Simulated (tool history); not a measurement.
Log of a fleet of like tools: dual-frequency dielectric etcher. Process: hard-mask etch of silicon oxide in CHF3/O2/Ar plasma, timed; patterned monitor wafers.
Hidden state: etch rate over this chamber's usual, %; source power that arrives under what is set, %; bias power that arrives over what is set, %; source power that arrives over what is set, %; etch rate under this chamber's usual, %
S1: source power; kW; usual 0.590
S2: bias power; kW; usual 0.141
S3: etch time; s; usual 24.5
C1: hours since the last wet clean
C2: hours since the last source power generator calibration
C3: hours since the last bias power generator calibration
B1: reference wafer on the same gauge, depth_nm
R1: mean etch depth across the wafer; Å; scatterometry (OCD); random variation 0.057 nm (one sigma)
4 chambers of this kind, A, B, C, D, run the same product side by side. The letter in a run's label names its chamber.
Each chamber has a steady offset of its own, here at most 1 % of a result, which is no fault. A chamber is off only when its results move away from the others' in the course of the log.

run	hour	S1	S2	S3	C1	C2	C3	B1	R1
1C	13.7	0.590	0.141	24.5	164.2	4558.8	2927.7	41.792	447.58
2D	23.5	0.590	0.141	24.5	295.5	552.3	2356.2	41.790	444.94
3A	31.0	0.590	0.141	24.5	137.3	3207.9	2487.6	41.776	443.75
# hour 34.5: chamber B: wet clean of the chamber
4B	42.5	0.590	0.141	24.5	8.0	1034.2	494.3	41.775	445.49
5A	50.6	0.590	0.141	24.5	156.9	3227.5	2507.2	41.753	444.11
6D	63.8	0.590	0.141	24.5	335.8	592.6	2396.5	41.759	444.21
7B	70.4	0.590	0.141	24.5	35.9	1062.1	522.2	41.753	445.15
8C	78.0	0.590	0.141	24.5	228.5	4623.1	2992.0	41.749	445.81
9B	86.4	0.590	0.141	24.5	51.9	1078.1	538.2	41.737	444.68
10D	93.2	0.590	0.141	24.5	365.2	622.0	2425.9	41.742	443.54
11A	100.1	0.590	0.141	24.5	206.4	3277.0	2556.7	41.735	444.41
12C	110.4	0.590	0.141	24.5	260.9	4655.5	3024.4	41.721	445.91
13D	121.5	0.590	0.141	24.5	393.5	650.3	2454.2	41.710	444.04
# hour 130.7: chamber C: source power generator calibrated
14C	132.9	0.590	0.141	24.5	283.4	2.3	3046.9	41.704	446.57
15A	143.1	0.460	0.163	24.5	249.4	3320.0	2599.7	41.687	423.41
16B	153.9	0.460	0.163	24.5	119.4	1145.6	605.7	41.704	422.98
17B	167.3	0.460	0.163	24.5	132.8	1159.0	619.1	41.690	423.34
18C	175.3	0.460	0.163	24.5	325.8	44.7	3089.3	41.684	425.43
# hour 178.6: chamber C: wet clean of the chamber
19D	185.6	0.590	0.141	24.5	457.6	714.4	2518.3	41.675	442.72
20A	196.0	0.590	0.141	24.5	302.3	3372.9	2652.6	41.668	442.87
21D	207.6	0.590	0.141	24.5	479.6	736.4	2540.3	41.657	443.12
22B	215.7	0.590	0.156	24.5	181.2	1207.4	667.5	41.649	458.54
23A	228.9	0.590	0.156	24.5	335.2	3405.8	2685.5	41.650	457.97
24C	238.5	0.590	0.156	24.5	59.9	107.9	3152.5	41.635	461.27
25D	249.5	0.590	0.156	24.5	521.5	778.3	2582.2	41.622	457.77
26B	259.7	0.590	0.141	24.5	225.2	1251.4	711.5	41.623	443.61
27A	270.5	0.590	0.141	24.5	376.8	3447.4	2727.1	41.594	442.69
28C	278.0	0.590	0.141	24.5	99.4	147.4	3192.0	41.596	444.99
29C	284.7	0.590	0.167	24.5	106.1	154.1	3198.7	41.593	469.49
30D	293.7	0.590	0.167	24.5	565.7	822.5	2626.4	41.593	466.59
31A	303.4	0.590	0.167	24.5	409.7	3480.3	2760.0	41.594	468.00

Is one chamber off against the others, does the gauge drift, or is nothing wrong? If a chamber is off, say which, and what the likeliest cause is.

The gauge drifts, so all chambers seem to drift together. No chamber is off.
Cause: gauge reads low (%) = 0.53.
